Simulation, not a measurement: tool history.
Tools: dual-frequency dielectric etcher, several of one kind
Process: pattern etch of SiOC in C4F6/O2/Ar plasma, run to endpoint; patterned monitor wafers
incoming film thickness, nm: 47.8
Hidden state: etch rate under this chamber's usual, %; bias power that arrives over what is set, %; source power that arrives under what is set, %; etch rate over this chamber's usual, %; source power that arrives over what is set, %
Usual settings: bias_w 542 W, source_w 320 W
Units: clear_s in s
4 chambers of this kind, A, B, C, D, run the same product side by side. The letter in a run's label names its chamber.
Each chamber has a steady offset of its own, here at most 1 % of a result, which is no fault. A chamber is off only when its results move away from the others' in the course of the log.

run   hour  bias_w  source_w  hours since the last wet clean  hours since the last bias power generator calibration  hours since the last source power generator calibration  clear_s
 1C    3.9     542       320                           165.8                                                 1483.8                                                   1428.3   16.884
 2B   12.0     542       320                            43.7                                                  493.1                                                   1689.5   17.112
 3A   17.5     542       320                           281.1                                                 1207.9                                                   1968.3   16.890
 4D   23.1     542       320                           582.8                                                  226.5                                                   1169.2   16.861
 5B   29.0     542       320                            60.7                                                  510.1                                                   1706.5   17.093
 6A   35.5     542       320                           299.1                                                 1225.9                                                   1986.3   17.016
 7D   39.3     542       320                           599.0                                                  242.7                                                   1185.4   16.715
 8C   47.3     542       350                           209.2                                                 1527.2                                                   1471.7   16.439
      50.3  -- chamber D: wet clean of the chamber
 9A   51.8     542       350                           315.4                                                 1242.2                                                   2002.6   16.440
10C   55.7     542       350                           217.6                                                 1535.6                                                   1480.1   16.474
11D   60.0     542       350                             9.7                                                  263.4                                                   1206.1   16.266
12B   65.6     542       320                            97.3                                                  546.7                                                   1743.1   17.076
13A   71.7     542       320                           335.3                                                 1262.1                                                   2022.5   16.991
14B   78.6     542       320                           110.3                                                  559.7                                                   1756.1   16.932
15D   86.8     542       320                            36.5                                                  290.2                                                   1232.9   16.828
16C   95.2     542       320                           257.1                                                 1575.1                                                   1519.6   16.888
17B  102.0     542       360                           133.7                                                  583.1                                                   1779.5   16.409
18C  109.3     542       360                           271.2                                                 1589.2                                                   1533.7   16.142
19A  116.1     542       360                           379.7                                                 1306.5                                                   2066.9   16.616
20D  120.0     542       360                            69.7                                                  323.4                                                   1266.1   16.038
21A  124.8     542       320                           388.4                                                 1315.2                                                   2075.6   17.327
22D  132.9     542       320                            82.6                                                  336.3                                                   1279.0   16.879
23C  139.2     542       320                           301.1                                                 1619.1                                                   1563.6   17.080
24B  143.3     542       320                           175.0                                                  624.4                                                   1820.8   17.003
25D  148.3     542       320                            98.0                                                  351.7                                                   1294.4   16.701
26A  153.7     542       320                           417.3                                                 1344.1                                                   2104.5   17.480
27B  161.4     542       320                           193.1                                                  642.5                                                   1838.9   17.015
28C  167.3     542       320                           329.2                                                 1647.2                                                   1591.7   17.046

Next, every chamber runs the same settings. What will each give?
29A  173.6     652       320                                                                                                                                                        ?
29B  173.6     652       320                                                                                                                                                        ?
29C  173.6     652       320                                                                                                                                                        ?
29D  173.6     652       320                                                                                                                                                        ?

run  clear_s
29A   16.409
29B   15.919
29C   15.843
29D   15.690
